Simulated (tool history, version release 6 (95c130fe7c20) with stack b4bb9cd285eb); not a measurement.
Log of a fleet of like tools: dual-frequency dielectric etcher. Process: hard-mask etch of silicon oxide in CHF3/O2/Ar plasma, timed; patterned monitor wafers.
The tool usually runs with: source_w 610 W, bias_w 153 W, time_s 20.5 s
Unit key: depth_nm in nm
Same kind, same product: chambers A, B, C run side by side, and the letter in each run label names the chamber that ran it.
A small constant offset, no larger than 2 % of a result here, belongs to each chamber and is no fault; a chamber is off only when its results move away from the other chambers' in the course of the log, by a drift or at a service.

run,hour,source_w,bias_w,time_s,hours since the last wet clean,hours since the last source power generator calibration,hours since the last bias power generator calibration,"read-back reference wafer on the same gauge, depth_nm",depth_nm
1A,12.7,610,153,20.5,85.5,272.6,1030.5,31.102,37.874
2B,22.6,610,153,20.5,417,2138.5,1282.8,31.143,38.955
3C,32.3,610,153,20.5,358.4,594.1,382.4,31.1,38.353
4A,41,610,153,20.5,113.8,300.9,1058.8,31.089,38.065
5B,49.6,610,153,20.5,444,2165.5,1309.8,31.095,38.843
6C,62.3,610,153,20.5,388.4,624.1,412.4,31.1,38.369
7A,68.3,610,153,20.5,141.1,328.2,1086.1,31.099,37.887
# hour 71: chamber C: wet clean of the chamber
8C,75.5,610,153,20.5,4.6,637.3,425.6,31.106,38.605
9B,85.5,610,153,20.5,479.9,2201.4,1345.7,31.086,38.734
10C,93.3,740,179,20.5,22.4,655.1,443.4,31.075,43.609
11A,102.2,740,179,20.5,175,362.1,1120,31.102,42.918
12B,108.1,740,179,20.5,502.5,2224,1368.3,31.104,44.15
13C,116.6,610,153,17,45.7,678.4,466.7,31.106,31.874
14B,126.2,610,153,17,520.6,2242.1,1386.4,31.067,32.089
15A,134,610,153,17,206.8,393.9,1151.8,31.105,31.586
16A,146.6,500,180,20.5,219.4,406.5,1164.4,31.102,37.177
17C,157.3,500,180,20.5,86.4,719.1,507.4,31.092,37.601
18B,169.2,500,180,20.5,563.6,2285.1,1429.4,31.099,37.81
19C,178.1,610,153,20.5,107.2,739.9,528.2,31.086,38.343
20B,190.8,460,141,20.5,585.2,2306.7,1451,31.1,33.645
21A,198.8,460,141,20.5,271.6,458.7,1216.6,31.084,33.073
# hour 207.6: chamber B: wet clean of the chamber
22B,211.6,460,141,20.5,4,2327.5,1471.8,31.101,33.83
23A,217.7,610,153,20.5,290.5,477.6,1235.5,31.113,38.292
24C,226.3,610,153,20.5,155.4,788.1,576.4,31.113,38.428
25B,233.8,610,131,18,26.2,2349.7,1494,31.087,32.126
# hour 240.3: chamber A: wet clean of the chamber
26C,242.2,610,131,18,171.3,804,592.3,31.105,31.927
27A,253.4,610,131,18,13.1,513.3,1271.2,31.109,32.013
28C,261.8,610,153,20.5,190.9,823.6,611.9,31.078,38.183
29A,269.1,610,153,20.5,28.8,529,1286.9,31.116,38.346
30B,281.6,610,153,20.5,74,2397.5,1541.8,31.101,38.556
31B,290.4,610,153,20.5,82.8,2406.3,1550.6,31.113,38.634
32A,302.1,610,153,20.5,61.8,562,1319.9,31.087,37.801
33C,312.7,610,153,20.5,241.8,874.5,662.8,31.097,38.403
34B,322.6,610,132,16.5,115,2438.5,1582.8,31.088,29.729
35C,330.2,610,132,16.5,259.3,892,680.3,31.098,29.411
36A,337.9,610,132,16.5,97.6,597.8,1355.7,31.128,29.312
37B,347.7,660,172,20.5,140.1,2463.6,1607.9,31.091,41.284
38C,359.3,660,172,20.5,288.4,921.1,709.4,31.092,40.867
39A,372.3,660,172,20.5,132,632.2,1390.1,31.1,40.619

Each of the 3 chambers runs these same settings next. Fill in every chamber's results:
40A,381.8,610,153,20.5,,,,,?
40B,381.8,610,153,20.5,,,,,?
40C,381.8,610,153,20.5,,,,,?

run,depth_nm
40A,38.079
40B,38.369
40C,38.24
